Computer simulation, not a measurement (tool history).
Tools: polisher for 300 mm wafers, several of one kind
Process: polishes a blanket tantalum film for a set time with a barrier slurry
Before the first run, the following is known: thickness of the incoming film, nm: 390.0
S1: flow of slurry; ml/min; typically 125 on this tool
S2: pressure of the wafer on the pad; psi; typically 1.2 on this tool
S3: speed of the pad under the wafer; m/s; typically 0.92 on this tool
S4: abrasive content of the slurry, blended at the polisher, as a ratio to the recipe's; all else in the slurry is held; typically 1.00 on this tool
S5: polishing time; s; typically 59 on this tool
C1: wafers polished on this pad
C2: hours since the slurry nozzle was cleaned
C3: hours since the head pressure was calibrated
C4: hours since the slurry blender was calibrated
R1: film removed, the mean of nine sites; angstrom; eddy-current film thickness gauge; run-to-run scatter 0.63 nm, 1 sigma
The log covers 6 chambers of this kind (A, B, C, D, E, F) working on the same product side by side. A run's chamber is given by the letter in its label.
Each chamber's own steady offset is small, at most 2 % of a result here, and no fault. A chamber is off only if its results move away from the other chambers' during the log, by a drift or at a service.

run   hour   S1   S2    S3    S4  S5    C1     C2      C3     C4      R1
       5.2  -- chamber F: slurry blender recalibrated
 1A    7.3  125  1.2  0.92  1.00  59  1317  151.4    47.8  103.2  599.48
      11.6  -- chamber A: worn pad replaced by a new one
 2C   14.7  125  1.2  0.92  1.00  59  1159  107.4    66.0   24.1  602.53
      18.6  -- chamber B: slurry blender recalibrated
      22.1  -- chamber C: worn pad replaced by a new one
 3D   22.8  125  1.2  0.92  1.00  59   494  182.6   762.2  203.7  596.87
 4F   32.7  125  1.2  0.92  1.00  59   788  239.7  1020.8   27.5  596.19
      34.2  -- chamber E: slurry blender recalibrated
      38.6  -- chamber F: worn pad replaced by a new one
 5E   41.4  125  1.2  0.92  0.85  59   662  215.1   255.8    7.2  576.35
 6B   48.6  125  1.2  0.92  0.85  59   698  559.6   103.4   30.1  563.48
      54.1  -- chamber D: worn pad replaced by a new one
 7B   59.1  125  1.2  0.92  0.85  59   843  570.1   113.9   40.6  577.95
 8D   69.2  125  1.2  0.92  0.85  59   209  229.0   808.6  250.1  570.14
 9C   78.8  125  1.2  0.92  0.85  59   784  171.5   130.1   88.2  571.53
      79.5  -- chamber E: worn pad replaced by a new one
10F   88.4  125  1.2  0.92  0.85  59   688  295.4  1076.5   83.2  569.37
11A   96.4  125  1.2  0.92  1.00  59  1171  240.5   136.9  192.3  599.66
      96.8  -- chamber B: worn pad replaced by a new one
12E  103.6  125  1.2  0.92  1.00  59   333  277.3   318.0   69.4  618.40
     106.7  -- chamber F: worn pad replaced by a new one
13C  109.6  105  0.9  0.92  1.00  59  1209  202.3   160.9  119.0  430.56
     112.2  -- chamber D: worn pad replaced by a new one
     113.1  -- chamber D: slurry blender recalibrated
14D  118.4  105  0.9  0.92  1.00  59    86  278.2   857.8    5.4  433.28
     124.6  -- chamber A: worn pad replaced by a new one
     126.4  -- chamber C: worn pad replaced by a new one
15B  128.3  105  0.9  0.92  1.00  59   435  639.3   183.1  109.8  432.59
16F  133.7  105  0.9  0.92  1.00  59   373  340.7  1121.8  128.5  425.60
17A  140.5  105  0.9  0.92  1.00  59   220  284.6   181.0  236.4  431.88
18E  146.7  105  0.9  0.92  1.00  59   928  320.4   361.1  112.5  443.13
     148.8  -- chamber A: slurry blender recalibrated
19F  151.9  125  1.2  0.92  1.00  59   624  358.9  1140.0  146.7  591.42
20E  163.6  125  1.2  0.92  1.00  59  1161  337.3   378.0  129.4  609.64
     168.8  -- chamber F: worn pad replaced by a new one
21D  172.6  125  1.2  0.92  1.00  59   834  332.4   912.0   59.6  601.04
     174.0  -- chamber E: worn pad replaced by a new one
     174.3  -- chamber F: slurry blender recalibrated
     181.2  -- chamber D: worn pad replaced by a new one
22C  181.8  125  0.9  1.14  1.00  59   766  274.5   233.1  191.2  546.62
     182.9  -- chamber E: head pressure recalibrated
23B  189.2  125  0.9  1.14  1.00  59  1276  700.2   244.0  170.7  576.84
24A  195.3  125  0.9  1.14  1.00  59   977  339.4   235.8   46.6  546.99
     198.4  -- chamber C: slurry nozzle cleaned
25E  201.8  125  0.9  1.14  1.00  59   384  375.5    19.0  167.6  570.89
     202.6  -- chamber B: worn pad replaced by a new one
26B  208.6  125  0.9  1.14  1.00  59    83  719.6   263.4  190.1  557.64
27D  214.4  125  0.9  1.14  1.00  59   459  374.2   953.8  101.4  541.32
     224.9  -- chamber C: worn pad replaced by a new one
28C  225.6  125  0.8  0.92  1.00  59     9   27.2   276.9  235.0  389.79
     228.0  -- chamber A: worn pad replaced by a new one
     228.2  -- chamber F: worn pad replaced by a new one
29F  232.9  125  0.8  0.92  1.00  59    65  439.9  1221.0   58.6  392.13
30A  238.1  125  0.8  0.92  1.00  59   140  382.2   278.6   89.4  385.53
     241.7  -- chamber A: slurry nozzle cleaned
31C  244.7  125  0.8  0.92  1.00  59   273   46.3   296.0  254.1  400.56
     245.1  -- chamber D: worn pad replaced by a new one
32A  252.5  125  0.8  0.92  1.00  59   339   10.8   293.0  103.8  401.19
33B  263.5  125  0.8  0.92  1.00  59   841  774.5   318.3  245.0  401.19
34E  273.7  125  1.2  0.92  1.00  59  1378  447.4    90.9  239.5  607.61
     278.2  -- chamber E: worn pad replaced by a new one
35F  279.6  125  1.2  1.20  1.10  59   711  486.6  1267.7  105.3  797.21
36D  287.1  125  1.2  1.20  1.10  59   580  446.9  1026.5  174.1  817.52
     295.9  -- chamber F: worn pad replaced by a new one
37F  295.9  125  1.2  1.20  1.10  59     0  502.9  1284.0  121.6  796.47
     296.0  -- chamber C: slurry blender recalibrated
     298.7  -- chamber B: worn pad replaced by a new one
     301.7  -- chamber E: slurry blender recalibrated
     304.4  -- chamber D: worn pad replaced by a new one
38D  307.0  125  1.2  1.20  1.10  59    35  466.8  1046.4  194.0  809.54
39A  315.1  125  1.2  1.20  1.10  59  1203   73.4   355.6  166.4  799.65
40C  322.1  125  1.2  1.20  1.10  59  1342  123.7   373.4   26.2  818.51
41E  331.8  125  0.9  0.92  1.00  59   740  505.5   149.0   30.2  458.07
42B  338.3  125  0.9  0.92  1.00  59   547  849.3   393.1  319.8  456.82

Has any chamber moved away from the others, gradually or after a service, or does the common gauge drift, or do the chambers differ only by their own small steady offsets? State the chamber and the most likely cause if one applies.

Neither any chamber nor the gauge drifts; the chambers differ only by their own small, steady offsets.

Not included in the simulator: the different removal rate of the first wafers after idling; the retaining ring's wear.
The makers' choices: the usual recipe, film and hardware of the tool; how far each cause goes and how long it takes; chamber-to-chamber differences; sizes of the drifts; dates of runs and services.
